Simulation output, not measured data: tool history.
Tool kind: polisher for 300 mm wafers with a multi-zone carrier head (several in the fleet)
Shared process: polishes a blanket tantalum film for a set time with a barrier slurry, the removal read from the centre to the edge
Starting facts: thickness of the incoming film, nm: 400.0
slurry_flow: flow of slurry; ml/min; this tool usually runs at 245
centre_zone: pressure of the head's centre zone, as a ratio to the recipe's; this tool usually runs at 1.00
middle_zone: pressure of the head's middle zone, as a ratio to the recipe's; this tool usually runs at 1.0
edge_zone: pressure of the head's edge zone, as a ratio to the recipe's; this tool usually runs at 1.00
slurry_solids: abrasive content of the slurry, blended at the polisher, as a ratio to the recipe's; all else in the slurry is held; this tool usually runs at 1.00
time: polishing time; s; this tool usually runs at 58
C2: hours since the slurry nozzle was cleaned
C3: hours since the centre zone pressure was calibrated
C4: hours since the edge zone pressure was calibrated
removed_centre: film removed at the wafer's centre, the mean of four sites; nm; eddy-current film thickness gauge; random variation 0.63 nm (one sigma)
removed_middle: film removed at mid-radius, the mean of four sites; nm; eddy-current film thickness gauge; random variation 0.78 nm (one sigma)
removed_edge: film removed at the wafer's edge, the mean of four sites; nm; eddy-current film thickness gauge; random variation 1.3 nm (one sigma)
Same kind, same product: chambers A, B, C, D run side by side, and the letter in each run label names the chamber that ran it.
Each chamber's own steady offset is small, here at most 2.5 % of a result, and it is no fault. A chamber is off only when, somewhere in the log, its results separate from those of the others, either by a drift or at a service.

{"run": "1C", "hour": 6.4, "slurry_flow": 245, "centre_zone": 1.0, "middle_zone": 1.0, "edge_zone": 1.0, "slurry_solids": 1.0, "time": 58, "wafers polished on this pad": 385, "C2": 95.9, "C3": 576.8, "C4": 80.1, "removed_centre": 92.188, "removed_middle": 94.065, "removed_edge": 91.448}
{"run": "2B", "hour": 11.3, "slurry_flow": 245, "centre_zone": 1.0, "middle_zone": 1.0, "edge_zone": 1.0, "slurry_solids": 1.0, "time": 58, "wafers polished on this pad": 669, "C2": 67.4, "C3": 754.1, "C4": 156.9, "removed_centre": 91.955, "removed_middle": 93.173, "removed_edge": 91.113}
{"run": "3D", "hour": 18.5, "slurry_flow": 245, "centre_zone": 1.0, "middle_zone": 1.0, "edge_zone": 1.0, "slurry_solids": 1.0, "time": 58, "wafers polished on this pad": 513, "C2": 133.1, "C3": 965.3, "C4": 584.3, "removed_centre": 90.597, "removed_middle": 90.809, "removed_edge": 91.453}
{"hour": 24.4, "done": "chamber B: worn pad replaced by a new one"}
{"run": "4A", "hour": 24.9, "slurry_flow": 245, "centre_zone": 1.0, "middle_zone": 1.0, "edge_zone": 1.0, "slurry_solids": 1.0, "time": 58, "wafers polished on this pad": 626, "C2": 41.6, "C3": 135.7, "C4": 442.5, "removed_centre": 90.885, "removed_middle": 92.361, "removed_edge": 95.322}
{"hour": 25.1, "done": "chamber C: worn pad replaced by a new one"}
{"run": "5B", "hour": 29.0, "slurry_flow": 245, "centre_zone": 1.0, "middle_zone": 1.0, "edge_zone": 1.0, "slurry_solids": 1.0, "time": 58, "wafers polished on this pad": 46, "C2": 85.1, "C3": 771.8, "C4": 174.6, "removed_centre": 91.009, "removed_middle": 93.104, "removed_edge": 91.379}
{"run": "6C", "hour": 33.4, "slurry_flow": 245, "centre_zone": 0.94, "middle_zone": 1.0, "edge_zone": 0.95, "slurry_solids": 1.0, "time": 58, "wafers polished on this pad": 82, "C2": 122.9, "C3": 603.8, "C4": 107.1, "removed_centre": 85.356, "removed_middle": 94.144, "removed_edge": 89.936}
{"hour": 40.1, "done": "chamber A: edge zone pressure recalibrated"}
{"run": "7A", "hour": 40.6, "slurry_flow": 245, "centre_zone": 0.94, "middle_zone": 1.0, "edge_zone": 0.95, "slurry_solids": 1.0, "time": 58, "wafers polished on this pad": 781, "C2": 57.3, "C3": 151.4, "C4": 0.5, "removed_centre": 85.908, "removed_middle": 90.43, "removed_edge": 91.874}
{"run": "8D", "hour": 48.0, "slurry_flow": 245, "centre_zone": 0.94, "middle_zone": 1.0, "edge_zone": 0.95, "slurry_solids": 1.0, "time": 58, "wafers polished on this pad": 805, "C2": 162.6, "C3": 994.8, "C4": 613.8, "removed_centre": 85.482, "removed_middle": 91.761, "removed_edge": 89.069}
{"run": "9C", "hour": 53.8, "slurry_flow": 245, "centre_zone": 0.94, "middle_zone": 1.0, "edge_zone": 0.95, "slurry_solids": 1.0, "time": 58, "wafers polished on this pad": 284, "C2": 143.3, "C3": 624.2, "C4": 127.5, "removed_centre": 86.248, "removed_middle": 92.228, "removed_edge": 90.349}
{"run": "10D", "hour": 58.3, "slurry_flow": 245, "centre_zone": 1.0, "middle_zone": 1.0, "edge_zone": 1.0, "slurry_solids": 1.0, "time": 58, "wafers polished on this pad": 907, "C2": 172.9, "C3": 1005.1, "C4": 624.1, "removed_centre": 91.347, "removed_middle": 90.467, "removed_edge": 92.148}
{"run": "11B", "hour": 63.1, "slurry_flow": 245, "centre_zone": 1.0, "middle_zone": 1.0, "edge_zone": 1.0, "slurry_solids": 1.0, "time": 58, "wafers polished on this pad": 383, "C2": 119.2, "C3": 805.9, "C4": 208.7, "removed_centre": 91.187, "removed_middle": 92.811, "removed_edge": 92.197}
{"run": "12A", "hour": 70.2, "slurry_flow": 245, "centre_zone": 1.0, "middle_zone": 1.0, "edge_zone": 1.0, "slurry_solids": 1.0, "time": 58, "wafers polished on this pad": 1075, "C2": 86.9, "C3": 181.0, "C4": 30.1, "removed_centre": 93.0, "removed_middle": 93.086, "removed_edge": 93.936}
{"run": "13D", "hour": 74.7, "slurry_flow": 245, "centre_zone": 1.0, "middle_zone": 1.0, "edge_zone": 1.0, "slurry_solids": 0.85, "time": 42, "wafers polished on this pad": 1070, "C2": 189.3, "C3": 1021.5, "C4": 640.5, "removed_centre": 63.549, "removed_middle": 62.828, "removed_edge": 63.225}
{"run": "14B", "hour": 80.3, "slurry_flow": 245, "centre_zone": 1.0, "middle_zone": 1.0, "edge_zone": 1.0, "slurry_solids": 0.85, "time": 42, "wafers polished on this pad": 554, "C2": 136.4, "C3": 823.1, "C4": 225.9, "removed_centre": 63.769, "removed_middle": 63.124, "removed_edge": 63.205}
{"hour": 81.9, "done": "chamber C: worn pad replaced by a new one"}
{"run": "15A", "hour": 83.9, "slurry_flow": 245, "centre_zone": 1.0, "middle_zone": 1.0, "edge_zone": 1.0, "slurry_solids": 0.85, "time": 42, "wafers polished on this pad": 1210, "C2": 100.6, "C3": 194.7, "C4": 43.8, "removed_centre": 63.045, "removed_middle": 64.73, "removed_edge": 64.582}
{"hour": 90.7, "done": "chamber D: worn pad replaced by a new one"}
{"run": "16C", "hour": 91.2, "slurry_flow": 245, "centre_zone": 1.0, "middle_zone": 1.0, "edge_zone": 1.0, "slurry_solids": 0.85, "time": 42, "wafers polished on this pad": 92, "C2": 180.7, "C3": 661.6, "C4": 164.9, "removed_centre": 63.502, "removed_middle": 64.778, "removed_edge": 61.529}
{"hour": 92.4, "done": "chamber A: worn pad replaced by a new one"}
{"run": "17A", "hour": 94.9, "slurry_flow": 245, "centre_zone": 1.0, "middle_zone": 1.0, "edge_zone": 1.0, "slurry_solids": 1.0, "time": 58, "wafers polished on this pad": 25, "C2": 111.6, "C3": 205.7, "C4": 54.8, "removed_centre": 91.447, "removed_middle": 91.954, "removed_edge": 95.322}
{"run": "18B", "hour": 99.2, "slurry_flow": 245, "centre_zone": 1.0, "middle_zone": 1.0, "edge_zone": 1.0, "slurry_solids": 1.0, "time": 70, "wafers polished on this pad": 741, "C2": 155.3, "C3": 842.0, "C4": 244.8, "removed_centre": 111.64, "removed_middle": 111.9, "removed_edge": 113.55}
{"hour": 100.3, "done": "chamber C: centre zone pressure recalibrated"}
{"hour": 103.9, "done": "chamber D: centre zone pressure recalibrated"}
{"hour": 104.7, "done": "chamber B: worn pad replaced by a new one"}
{"run": "19D", "hour": 105.7, "slurry_flow": 245, "centre_zone": 1.0, "middle_zone": 1.0, "edge_zone": 1.0, "slurry_solids": 1.0, "time": 70, "wafers polished on this pad": 149, "C2": 220.3, "C3": 1.8, "C4": 671.5, "removed_centre": 104.41, "removed_middle": 110.7, "removed_edge": 111.56}
{"run": "20C", "hour": 110.0, "slurry_flow": 245, "centre_zone": 1.0, "middle_zone": 1.0, "edge_zone": 1.0, "slurry_solids": 1.0, "time": 70, "wafers polished on this pad": 278, "C2": 199.5, "C3": 9.7, "C4": 183.7, "removed_centre": 112.0, "removed_middle": 113.82, "removed_edge": 112.13}
{"run": "21D", "hour": 116.2, "slurry_flow": 245, "centre_zone": 1.0, "middle_zone": 1.0, "edge_zone": 1.0, "slurry_solids": 1.0, "time": 70, "wafers polished on this pad": 253, "C2": 230.8, "C3": 12.3, "C4": 682.0, "removed_centre": 103.85, "removed_middle": 111.4, "removed_edge": 107.24}
{"run": "22B", "hour": 124.5, "slurry_flow": 245, "centre_zone": 1.0, "middle_zone": 1.0, "edge_zone": 1.0, "slurry_solids": 1.0, "time": 58, "wafers polished on this pad": 196, "C2": 180.6, "C3": 867.3, "C4": 270.1, "removed_centre": 93.52, "removed_middle": 93.442, "removed_edge": 89.663}
{"run": "23A", "hour": 131.1, "slurry_flow": 245, "centre_zone": 1.0, "middle_zone": 1.0, "edge_zone": 1.0, "slurry_solids": 1.0, "time": 58, "wafers polished on this pad": 384, "C2": 147.8, "C3": 241.9, "C4": 91.0, "removed_centre": 91.629, "removed_middle": 92.576, "removed_edge": 91.765}
{"run": "24C", "hour": 138.9, "slurry_flow": 245, "centre_zone": 1.0, "middle_zone": 1.0, "edge_zone": 1.0, "slurry_solids": 1.0, "time": 58, "wafers polished on this pad": 564, "C2": 228.4, "C3": 38.6, "C4": 212.6, "removed_centre": 92.101, "removed_middle": 93.99, "removed_edge": 92.106}
{"run": "25C", "hour": 142.9, "slurry_flow": 245, "centre_zone": 1.0, "middle_zone": 1.0, "edge_zone": 1.0, "slurry_solids": 1.0, "time": 58, "wafers polished on this pad": 604, "C2": 232.4, "C3": 42.6, "C4": 216.6, "removed_centre": 92.204, "removed_middle": 94.124, "removed_edge": 91.237}
{"hour": 143.0, "done": "chamber C: worn pad replaced by a new one"}
{"run": "26B", "hour": 149.8, "slurry_flow": 245, "centre_zone": 1.0, "middle_zone": 1.0, "edge_zone": 1.0, "slurry_solids": 1.0, "time": 58, "wafers polished on this pad": 447, "C2": 205.9, "C3": 892.6, "C4": 295.4, "removed_centre": 92.695, "removed_middle": 93.423, "removed_edge": 92.271}
{"run": "27A", "hour": 155.0, "slurry_flow": 245, "centre_zone": 1.0, "middle_zone": 1.0, "edge_zone": 1.0, "slurry_solids": 1.0, "time": 58, "wafers polished on this pad": 620, "C2": 171.7, "C3": 265.8, "C4": 114.9, "removed_centre": 91.588, "removed_middle": 92.122, "removed_edge": 95.635}
{"run": "28D", "hour": 160.9, "slurry_flow": 245, "centre_zone": 1.0, "middle_zone": 1.0, "edge_zone": 1.0, "slurry_solids": 1.0, "time": 58, "wafers polished on this pad": 696, "C2": 275.5, "C3": 57.0, "C4": 726.7, "removed_centre": 86.198, "removed_middle": 91.1, "removed_edge": 92.026}
{"run": "29A", "hour": 165.0, "slurry_flow": 245, "centre_zone": 1.0, "middle_zone": 1.0, "edge_zone": 1.0, "slurry_solids": 1.0, "time": 58, "wafers polished on this pad": 719, "C2": 181.7, "C3": 275.8, "C4": 124.9, "removed_centre": 91.591, "removed_middle": 92.594, "removed_edge": 92.396}
{"hour": 173.0, "done": "chamber B: worn pad replaced by a new one"}
{"run": "30B", "hour": 173.0, "slurry_flow": 245, "centre_zone": 1.0, "middle_zone": 1.1, "edge_zone": 0.95, "slurry_solids": 1.0, "time": 58, "wafers polished on this pad": 0, "C2": 229.1, "C3": 915.8, "C4": 318.6, "removed_centre": 91.616, "removed_middle": 102.5, "removed_edge": 87.962}
{"run": "31C", "hour": 178.7, "slurry_flow": 245, "centre_zone": 1.0, "middle_zone": 1.1, "edge_zone": 0.95, "slurry_solids": 1.0, "time": 58, "wafers polished on this pad": 353, "C2": 268.2, "C3": 78.4, "C4": 252.4, "removed_centre": 90.481, "removed_middle": 102.0, "removed_edge": 86.588}
{"run": "32D", "hour": 185.0, "slurry_flow": 245, "centre_zone": 1.0, "middle_zone": 1.1, "edge_zone": 0.95, "slurry_solids": 1.0, "time": 58, "wafers polished on this pad": 934, "C2": 299.6, "C3": 81.1, "C4": 750.8, "removed_centre": 84.757, "removed_middle": 99.006, "removed_edge": 89.567}
{"run": "33B", "hour": 188.7, "slurry_flow": 245, "centre_zone": 1.0, "middle_zone": 1.1, "edge_zone": 0.95, "slurry_solids": 1.0, "time": 58, "wafers polished on this pad": 156, "C2": 244.8, "C3": 931.5, "C4": 334.3, "removed_centre": 91.82, "removed_middle": 100.09, "removed_edge": 88.605}
{"run": "34A", "hour": 194.1, "slurry_flow": 245, "centre_zone": 1.0, "middle_zone": 1.0, "edge_zone": 1.0, "slurry_solids": 1.0, "time": 45, "wafers polished on this pad": 1007, "C2": 210.8, "C3": 304.9, "C4": 154.0, "removed_centre": 70.636, "removed_middle": 71.951, "removed_edge": 72.281}
{"hour": 200.6, "done": "chamber A: worn pad replaced by a new one"}
{"run": "35D", "hour": 201.5, "slurry_flow": 245, "centre_zone": 1.0, "middle_zone": 1.0, "edge_zone": 1.0, "slurry_solids": 1.0, "time": 45, "wafers polished on this pad": 1098, "C2": 316.1, "C3": 97.6, "C4": 767.3, "removed_centre": 66.914, "removed_middle": 71.468, "removed_edge": 68.671}
{"run": "36C", "hour": 208.7, "slurry_flow": 245, "centre_zone": 1.0, "middle_zone": 1.0, "edge_zone": 1.0, "slurry_solids": 1.0, "time": 45, "wafers polished on this pad": 651, "C2": 298.2, "C3": 108.4, "C4": 282.4, "removed_centre": 71.447, "removed_middle": 71.037, "removed_edge": 70.696}
{"run": "37A", "hour": 216.9, "slurry_flow": 245, "centre_zone": 1.0, "middle_zone": 1.0, "edge_zone": 1.0, "slurry_solids": 1.0, "time": 45, "wafers polished on this pad": 161, "C2": 233.6, "C3": 327.7, "C4": 176.8, "removed_centre": 70.399, "removed_middle": 71.182, "removed_edge": 73.464}

Predict what each chamber gives when all 4 of them run the settings below next.
{"run": "38A", "hour": 222.8, "slurry_flow": 215, "centre_zone": 1.0, "middle_zone": 1.0, "edge_zone": 1.0, "slurry_solids": 1.0, "time": 58, "removed_centre": "?", "removed_middle": "?", "removed_edge": "?"}
{"run": "38B", "hour": 222.8, "slurry_flow": 215, "centre_zone": 1.0, "middle_zone": 1.0, "edge_zone": 1.0, "slurry_solids": 1.0, "time": 58, "removed_centre": "?", "removed_middle": "?", "removed_edge": "?"}
{"run": "38C", "hour": 222.8, "slurry_flow": 215, "centre_zone": 1.0, "middle_zone": 1.0, "edge_zone": 1.0, "slurry_solids": 1.0, "time": 58, "removed_centre": "?", "removed_middle": "?", "removed_edge": "?"}
{"run": "38D", "hour": 222.8, "slurry_flow": 215, "centre_zone": 1.0, "middle_zone": 1.0, "edge_zone": 1.0, "slurry_solids": 1.0, "time": 58, "removed_centre": "?", "removed_middle": "?", "removed_edge": "?"}

run=38A removed_centre=90.551 removed_middle=91.226 removed_edge=93.211
run=38B removed_centre=90.532 removed_middle=89.140 removed_edge=90.352
run=38C removed_centre=90.124 removed_middle=91.072 removed_edge=91.499
run=38D removed_centre=84.167 removed_middle=89.935 removed_edge=91.297

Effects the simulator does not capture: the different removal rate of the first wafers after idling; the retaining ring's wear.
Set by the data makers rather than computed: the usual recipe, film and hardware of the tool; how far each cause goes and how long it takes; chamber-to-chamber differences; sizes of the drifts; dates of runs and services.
